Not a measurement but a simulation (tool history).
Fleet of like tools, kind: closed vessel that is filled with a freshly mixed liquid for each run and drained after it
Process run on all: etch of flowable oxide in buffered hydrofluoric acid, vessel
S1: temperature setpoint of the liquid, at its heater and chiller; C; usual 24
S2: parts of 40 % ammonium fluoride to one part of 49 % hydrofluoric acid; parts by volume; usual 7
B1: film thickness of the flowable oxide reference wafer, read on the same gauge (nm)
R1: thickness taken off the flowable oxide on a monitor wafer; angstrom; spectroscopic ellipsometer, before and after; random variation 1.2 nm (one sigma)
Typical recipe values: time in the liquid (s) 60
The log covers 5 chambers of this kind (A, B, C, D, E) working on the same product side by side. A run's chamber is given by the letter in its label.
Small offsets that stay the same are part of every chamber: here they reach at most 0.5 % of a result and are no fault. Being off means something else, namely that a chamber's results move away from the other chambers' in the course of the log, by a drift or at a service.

Run 1C, hour 11.1: usual settings; B1 59.968. Result: R1 1508.2 angstrom.
Run 2B, hour 21.4: usual settings; B1 59.996. Result: R1 1511.7 angstrom.
Run 3A, hour 34.5: usual settings; B1 60.016. Result: R1 1496.0 angstrom.
Run 4D, hour 45.8: usual settings; B1 59.928. Result: R1 1507.1 angstrom.
Run 5E, hour 54.4: usual settings; B1 59.963. Result: R1 1497.8 angstrom.
Run 6B, hour 62.1: usual settings; B1 60.025. Result: R1 1493.7 angstrom.
Run 7C, hour 76.6: usual settings; B1 60.008. Result: R1 1486.8 angstrom.
Run 8D, hour 85.5: usual settings; B1 59.972. Result: R1 1471.9 angstrom.
Run 9A, hour 98.2: usual settings; B1 60.012. Result: R1 1471.3 angstrom.
Run 10E, hour 106.2: usual settings; B1 59.995. Result: R1 1498.7 angstrom.
Run 11A, hour 121.2: usual settings but S1 27 C; B1 59.993. Result: R1 1719.1 angstrom.
Run 12D, hour 131.2: usual settings but S1 27 C; B1 59.964. Result: R1 1774.2 angstrom.
Run 13C, hour 144.8: usual settings but S1 27 C; B1 60.018. Result: R1 1763.9 angstrom.
Run 14E, hour 158.9: usual settings but S1 27 C; B1 59.990. Result: R1 1784.4 angstrom.
At hour 165.3: chamber E: thermometer replaced.
Run 15B, hour 174.4: usual settings but S1 27 C; B1 60.055. Result: R1 1750.2 angstrom.
Run 16A, hour 187.8: usual settings; B1 60.027. Result: R1 1456.7 angstrom.
Run 17E, hour 201.0: usual settings; B1 60.013. Result: R1 1497.4 angstrom.
Run 18B, hour 212.4: usual settings; B1 59.942. Result: R1 1510.0 angstrom.
Run 19C, hour 221.3: usual settings but time in the liquid (s) 80; B1 60.049. Result: R1 2022.2 angstrom.
At hour 227.9: chamber D: thermometer replaced.
Run 20D, hour 229.1: usual settings but time in the liquid (s) 80; B1 59.975. Result: R1 1994.0 angstrom.
Run 21B, hour 243.8: usual settings but time in the liquid (s) 80; B1 60.017. Result: R1 2010.2 angstrom.
Run 22C, hour 251.7: usual settings but time in the liquid (s) 80; B1 59.945. Result: R1 2002.2 angstrom.
Run 23D, hour 265.0: usual settings but time in the liquid (s) 80; B1 59.941. Result: R1 1978.0 angstrom.
Run 24E, hour 278.2: usual settings but S1 28 C; B1 60.000. Result: R1 1881.9 angstrom.
Run 25A, hour 290.2: usual settings but S1 28 C; B1 60.016. Result: R1 1760.1 angstrom.
Run 26D, hour 304.6: usual settings but S1 28 C; B1 59.996. Result: R1 1836.8 angstrom.
Run 27C, hour 312.1: usual settings but S1 28 C; B1 60.041. Result: R1 1853.1 angstrom.
Run 28E, hour 319.5: usual settings but S1 28 C; B1 59.991. Result: R1 1846.3 angstrom.
Run 29A, hour 327.2: usual settings; B1 59.959. Result: R1 1410.2 angstrom.
Run 30B, hour 341.4: usual settings; B1 59.973. Result: R1 1500.2 angstrom.
Run 31A, hour 355.9: usual settings; B1 60.032. Result: R1 1396.8 angstrom.
Run 32C, hour 363.4: usual settings; B1 60.034. Result: R1 1508.5 angstrom.
Run 33D, hour 370.3: usual settings; B1 59.987. Result: R1 1492.7 angstrom.
Run 34E, hour 381.8: usual settings; B1 59.966. Result: R1 1494.7 angstrom.

All 5 chambers run these settings next. Forecast each chamber's results:
Run 35A, hour 393.0: usual settings but S2 8 parts by volume. Result: R1 ?.
Run 35B, hour 393.0: usual settings but S2 8 parts by volume. Result: R1 ?.
Run 35C, hour 393.0: usual settings but S2 8 parts by volume. Result: R1 ?.
Run 35D, hour 393.0: usual settings but S2 8 parts by volume. Result: R1 ?.
Run 35E, hour 393.0: usual settings but S2 8 parts by volume. Result: R1 ?.

run      R1
35A  1221.3
35B  1282.3
35C  1298.6
35D  1300.9
35E  1307.6
